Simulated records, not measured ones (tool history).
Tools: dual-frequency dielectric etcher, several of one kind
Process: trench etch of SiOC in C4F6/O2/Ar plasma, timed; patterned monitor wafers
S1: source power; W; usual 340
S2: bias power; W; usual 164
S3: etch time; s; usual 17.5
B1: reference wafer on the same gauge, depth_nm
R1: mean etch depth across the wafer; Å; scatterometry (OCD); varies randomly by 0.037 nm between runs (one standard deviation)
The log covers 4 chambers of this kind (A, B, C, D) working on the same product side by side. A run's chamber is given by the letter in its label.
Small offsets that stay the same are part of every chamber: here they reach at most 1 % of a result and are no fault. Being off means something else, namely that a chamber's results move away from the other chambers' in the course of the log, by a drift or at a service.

run	hour	S1	S2	S3	B1	R1
1A	10.2	340	164	17.5	33.896	328.20
2B	22.6	340	164	17.5	33.881	329.64
3D	33.7	340	164	17.5	33.874	332.68
4C	42.7	340	164	17.5	33.895	332.61
5B	49.1	340	164	17.5	33.875	328.42
6C	60.7	340	164	17.5	33.873	332.72
7A	67.0	340	164	17.5	33.865	327.85
8D	76.2	340	164	17.5	33.858	331.77
9C	83.9	340	164	17.5	33.862	331.41
10D	97.0	340	164	17.5	33.843	332.26
11B	104.8	340	164	17.5	33.848	327.94
12A	113.6	340	164	14.5	33.848	271.57
13D	123.3	340	164	14.5	33.831	275.21
14B	129.9	340	164	14.5	33.843	271.78
15C	137.5	340	164	14.5	33.832	274.93
16A	147.4	340	164	17.5	33.825	327.55
17A	156.9	340	164	17.5	33.813	327.69
18D	164.7	340	164	17.5	33.819	331.82
19B	176.4	290	164	19.0	33.819	334.72
20C	189.3	290	164	19.0	33.809	338.43
# hour 192.1: chamber D: wet clean of the chamber
21B	196.7	290	164	19.0	33.805	333.85
22D	204.7	290	164	19.0	33.797	338.84
23C	216.6	340	164	17.5	33.801	331.20
24A	229.9	340	164	17.5	33.792	327.24
25A	240.4	340	164	17.5	33.778	327.76
# hour 247.7: chamber C: wet clean of the chamber
26B	247.9	340	164	17.5	33.782	327.64
27C	261.5	340	164	17.5	33.776	330.88
# hour 263.4: chamber B: wet clean of the chamber
28D	271.9	340	164	17.5	33.771	331.13
29A	284.0	340	164	17.5	33.757	327.83
# hour 290.6: chamber B: bias power generator calibrated
30B	291.2	340	185	17.5	33.757	340.55
31C	298.7	340	185	17.5	33.757	343.56
32D	309.3	340	185	17.5	33.745	344.25
33A	317.9	340	185	17.5	33.746	340.40

Which is it: a chamber that has drifted or been left off by a service, a gauge drift common to all chambers, or only each chamber's usual small offset? If a chamber is off, name it and its likeliest cause.

The shared gauge is drifting. All chambers look as if they move in step, but none is off.
Cause: gauge reads low (%) = 0.462.
